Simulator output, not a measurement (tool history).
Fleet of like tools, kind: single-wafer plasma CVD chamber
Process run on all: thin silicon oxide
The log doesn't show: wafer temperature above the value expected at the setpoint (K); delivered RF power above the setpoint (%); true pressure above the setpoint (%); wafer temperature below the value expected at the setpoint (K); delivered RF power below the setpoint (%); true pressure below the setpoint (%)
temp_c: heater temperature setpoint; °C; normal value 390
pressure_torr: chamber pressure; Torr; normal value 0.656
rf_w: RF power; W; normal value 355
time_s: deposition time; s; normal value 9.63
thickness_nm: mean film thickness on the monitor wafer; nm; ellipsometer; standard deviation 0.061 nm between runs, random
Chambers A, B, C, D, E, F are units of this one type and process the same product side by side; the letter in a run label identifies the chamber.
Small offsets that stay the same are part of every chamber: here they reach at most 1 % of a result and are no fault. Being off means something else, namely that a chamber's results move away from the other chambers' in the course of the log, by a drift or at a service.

run   hour  temp_c  pressure_torr  rf_w  time_s  hours since the last thermocouple change  hours since the last RF generator calibration  hours since the last manometer calibration  read-back reference wafer on the same gauge, thickness_nm  thickness_nm
 1C    5.0     390          0.656   355    9.63                                    1628.6                                         1158.9                                      2013.6                                                     13.404        15.460
 2E    8.7     390          0.656   355    9.63                                    1328.1                                           35.2                                      1717.7                                                     13.409        15.637
 3A   12.5     390          0.656   355    9.63                                     185.2                                         2178.5                                       862.7                                                     13.390        15.613
 4F   16.5     390          0.656   355    9.63                                     537.1                                           75.3                                       751.1                                                     13.397        15.382
 5B   20.0     390          0.656   355    9.63                                    1352.4                                          162.6                                       302.8                                                     13.394        15.519
 6D   24.9     390          0.656   355    9.63                                    1200.3                                          417.0                                      1014.4                                                     13.398        15.682
 7B   28.3     390          0.656   355    9.63                                    1360.7                                          170.9                                       311.1                                                     13.399        15.501
 8D   32.4     390          0.656   355    9.63                                    1207.8                                          424.5                                      1021.9                                                     13.403        15.715
 9E   37.6     390          0.656   355    9.63                                    1357.0                                           64.1                                      1746.6                                                     13.389        15.614
10A   41.6     390          0.656   355    9.63                                     214.3                                         2207.6                                       891.8                                                     13.401        15.741
11F   46.6     390          0.656   355    9.63                                     567.2                                          105.4                                       781.2                                                     13.390        15.364
12C   49.1     390          0.656   355    9.63                                    1672.7                                         1203.0                                      2057.7                                                     13.408        15.449
13A   53.4     390          0.656   355    9.63                                     226.1                                         2219.4                                       903.6                                                     13.398        15.740
14E   56.5     390          0.656   355    9.63                                    1375.9                                           83.0                                      1765.5                                                     13.413        15.583
15F   59.8     390          0.656   355    9.63                                     580.4                                          118.6                                       794.4                                                     13.398        15.420
16B   62.8     390          0.656   355    9.63                                    1395.2                                          205.4                                       345.6                                                     13.411        15.517
      65.8  -- chamber E: thermocouple changed; heater temperature recalibrated
17C   67.6     390          0.656   355    9.63                                    1691.2                                         1221.5                                      2076.2                                                     13.391        15.490
18D   70.6     390          0.656   355    9.63                                    1246.0                                          462.7                                      1060.1                                                     13.400        15.590
19D   73.9     390          0.813   355    9.02                                    1249.3                                          466.0                                      1063.4                                                     13.401        18.319
20C   76.8     390          0.813   355    9.02                                    1700.4                                         1230.7                                      2085.4                                                     13.403        18.055
21B   81.5     390          0.813   355    9.02                                    1413.9                                          224.1                                       364.3                                                     13.403        18.047
22A   85.5     390          0.813   355    9.02                                     258.2                                         2251.5                                       935.7                                                     13.405        18.180
23F   88.0     390          0.813   355    9.02                                     608.6                                          146.8                                       822.6                                                     13.391        17.893
24E   90.3     390          0.813   355    9.02                                      24.6                                          116.8                                      1799.3                                                     13.405        18.270
25E   93.8     390          0.656   355    9.63                                      28.1                                          120.3                                      1802.8                                                     13.388        15.604
26B   96.2     390          0.656   355    9.63                                    1428.6                                          238.8                                       379.0                                                     13.402        15.477
27A   99.8     390          0.656   355    9.63                                     272.5                                         2265.8                                       950.0                                                     13.406        15.658
28C  102.8     390          0.656   355    9.63                                    1726.4                                         1256.7                                      2111.4                                                     13.408        15.435
29F  107.0     390          0.656   355    9.63                                     627.6                                          165.8                                       841.6                                                     13.410        15.386
     110.1  -- chamber A: RF generator calibrated
30D  111.8     390          0.656   355    9.63                                    1287.2                                          503.9                                      1101.3                                                     13.399        15.811
31E  116.7     390          0.656   355    9.63                                      51.0                                          143.2                                      1825.7                                                     13.392        15.731
32C  121.2     390          0.656   355   10.50                                    1744.8                                         1275.1                                      2129.8                                                     13.399        16.845
33F  123.7     390          0.656   355   10.50                                     644.3                                          182.5                                       858.3                                                     13.391        16.758
34D  128.5     390          0.656   355   10.50                                    1303.9                                          520.6                                      1118.0                                                     13.398        17.109
35B  130.8     390          0.656   355   10.50                                    1463.2                                          273.4                                       413.6                                                     13.389        17.024
36A  134.9     390          0.656   355   10.50                                     307.6                                           24.9                                       985.1                                                     13.395        17.136

All 6 chambers run these settings next. Forecast each chamber's results:
37A  138.6     390          0.656   380    9.63                                                                                                                                                                                                             ?
37B  138.6     390          0.656   380    9.63                                                                                                                                                                                                             ?
37C  138.6     390          0.656   380    9.63                                                                                                                                                                                                             ?
37D  138.6     390          0.656   380    9.63                                                                                                                                                                                                             ?
37E  138.6     390          0.656   380    9.63                                                                                                                                                                                                             ?
37F  138.6     390          0.656   380    9.63                                                                                                                                                                                                             ?

run  thickness_nm
37A        16.104
37B        15.867
37C        15.882
37D        15.979
37E        16.046
37F        15.821
